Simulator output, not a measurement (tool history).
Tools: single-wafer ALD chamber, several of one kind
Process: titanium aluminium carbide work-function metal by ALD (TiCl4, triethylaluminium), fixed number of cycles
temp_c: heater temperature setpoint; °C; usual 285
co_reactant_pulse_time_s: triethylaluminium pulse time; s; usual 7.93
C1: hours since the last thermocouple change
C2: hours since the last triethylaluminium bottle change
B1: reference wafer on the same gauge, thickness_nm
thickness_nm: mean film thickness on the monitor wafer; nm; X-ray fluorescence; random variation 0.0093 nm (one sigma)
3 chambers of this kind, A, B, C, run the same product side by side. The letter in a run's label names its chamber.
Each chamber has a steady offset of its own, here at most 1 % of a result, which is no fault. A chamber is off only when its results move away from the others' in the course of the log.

Run 1C, hour 10.8: usual settings; C1 644.7; C2 417.1; B1 1.64. Result: thickness_nm 1.8157 nm.
Run 2B, hour 17.7: usual settings; C1 1379.7; C2 239.1; B1 1.6398. Result: thickness_nm 1.7951 nm.
Run 3A, hour 30.7: usual settings; C1 906.9; C2 868.6; B1 1.6396. Result: thickness_nm 1.8121 nm.
Run 4C, hour 42.3: usual settings; C1 676.2; C2 448.6; B1 1.6401. Result: thickness_nm 1.8041 nm.
Run 5B, hour 51.7: usual settings; C1 1413.7; C2 273.1; B1 1.6411. Result: thickness_nm 1.7858 nm.
Run 6A, hour 63.3: usual settings; C1 939.5; C2 901.2; B1 1.6373. Result: thickness_nm 1.8028 nm.
Run 7C, hour 75.2: usual settings; C1 709.1; C2 481.5; B1 1.6403. Result: thickness_nm 1.8076 nm.
Run 8B, hour 82.8: usual settings; C1 1444.8; C2 304.2; B1 1.6397. Result: thickness_nm 1.7985 nm.
Run 9A, hour 90.7: usual settings; C1 966.9; C2 928.6; B1 1.6402. Result: thickness_nm 1.7958 nm.
Run 10C, hour 97.2: usual settings but co_reactant_pulse_time_s 5.23 s; C1 731.1; C2 503.5; B1 1.6378. Result: thickness_nm 1.6134 nm.
Run 11B, hour 109.4: usual settings but co_reactant_pulse_time_s 5.23 s; C1 1471.4; C2 330.8; B1 1.6413. Result: thickness_nm 1.5975 nm.
Run 12A, hour 117.9: usual settings but co_reactant_pulse_time_s 5.23 s; C1 994.1; C2 955.8; B1 1.64. Result: thickness_nm 1.5981 nm.
Run 13C, hour 129.6: usual settings but temp_c 295 °C, co_reactant_pulse_time_s 10.06 s; C1 763.5; C2 535.9; B1 1.6384. Result: thickness_nm 1.9716 nm.
Run 14B, hour 139.2: usual settings but temp_c 295 °C, co_reactant_pulse_time_s 10.06 s; C1 1501.2; C2 360.6; B1 1.6379. Result: thickness_nm 1.9403 nm.
Run 15A, hour 149.5: usual settings but temp_c 295 °C, co_reactant_pulse_time_s 10.06 s; C1 1025.7; C2 987.4; B1 1.6417. Result: thickness_nm 1.9533 nm.
Run 16A, hour 161.4: usual settings; C1 1037.6; C2 999.3; B1 1.6411. Result: thickness_nm 1.7955 nm.
Run 17B, hour 168.9: usual settings; C1 1530.9; C2 390.3; B1 1.6407. Result: thickness_nm 1.7876 nm.
Run 18C, hour 178: usual settings; C1 811.9; C2 584.3; B1 1.64. Result: thickness_nm 1.8127 nm.
Run 19A, hour 187.3: usual settings; C1 1063.5; C2 1025.2; B1 1.6387. Result: thickness_nm 1.814 nm.
Run 20C, hour 201.1: usual settings but temp_c 298 °C, co_reactant_pulse_time_s 10.52 s; C1 835; C2 607.4; B1 1.6398. Result: thickness_nm 1.9812 nm.
Run 21B, hour 209.5: usual settings but temp_c 298 °C, co_reactant_pulse_time_s 10.52 s; C1 1571.5; C2 430.9; B1 1.6385. Result: thickness_nm 1.9829 nm.
At hour 222: chamber C: triethylaluminium bottle replaced.
Run 22B, hour 223.3: usual settings but temp_c 298 °C, co_reactant_pulse_time_s 10.52 s; C1 1585.3; C2 444.7; B1 1.6401. Result: thickness_nm 1.9549 nm.
Run 23C, hour 237.5: usual settings but co_reactant_pulse_time_s 10.25 s; C1 871.4; C2 15.5; B1 1.6385. Result: thickness_nm 1.8655 nm.
At hour 243.2: chamber A: triethylaluminium bottle replaced.
Run 24A, hour 249.2: usual settings but co_reactant_pulse_time_s 10.25 s; C1 1125.4; C2 6; B1 1.6408. Result: thickness_nm 1.8851 nm.
Run 25A, hour 256.6: usual settings but co_reactant_pulse_time_s 10.25 s; C1 1132.8; C2 13.4; B1 1.6404. Result: thickness_nm 1.8995 nm.
Run 26C, hour 263.9: usual settings; C1 897.8; C2 41.9; B1 1.6407. Result: thickness_nm 1.8127 nm.
Run 27B, hour 275.4: usual settings; C1 1637.4; C2 496.8; B1 1.6387. Result: thickness_nm 1.7996 nm.
Run 28C, hour 287.2: usual settings but temp_c 272 °C, co_reactant_pulse_time_s 10.53 s; C1 921.1; C2 65.2; B1 1.64. Result: thickness_nm 1.7784 nm.
Run 29B, hour 300.2: usual settings but temp_c 272 °C, co_reactant_pulse_time_s 10.53 s; C1 1662.2; C2 521.6; B1 1.6386. Result: thickness_nm 1.7586 nm.
Run 30A, hour 314.9: usual settings but temp_c 272 °C, co_reactant_pulse_time_s 10.53 s; C1 1191.1; C2 71.7; B1 1.6403. Result: thickness_nm 1.7755 nm.
Run 31A, hour 326.4: usual settings but temp_c 272 °C, co_reactant_pulse_time_s 10.47 s; C1 1202.6; C2 83.2; B1 1.6402. Result: thickness_nm 1.7719 nm.

What goes on in this fleet: one chamber off, a drifting gauge, or nothing beyond the chambers' own small offsets? Name the chamber and the cause, if any.

No chamber stands off beyond its own small offset, and the gauge holds steady.

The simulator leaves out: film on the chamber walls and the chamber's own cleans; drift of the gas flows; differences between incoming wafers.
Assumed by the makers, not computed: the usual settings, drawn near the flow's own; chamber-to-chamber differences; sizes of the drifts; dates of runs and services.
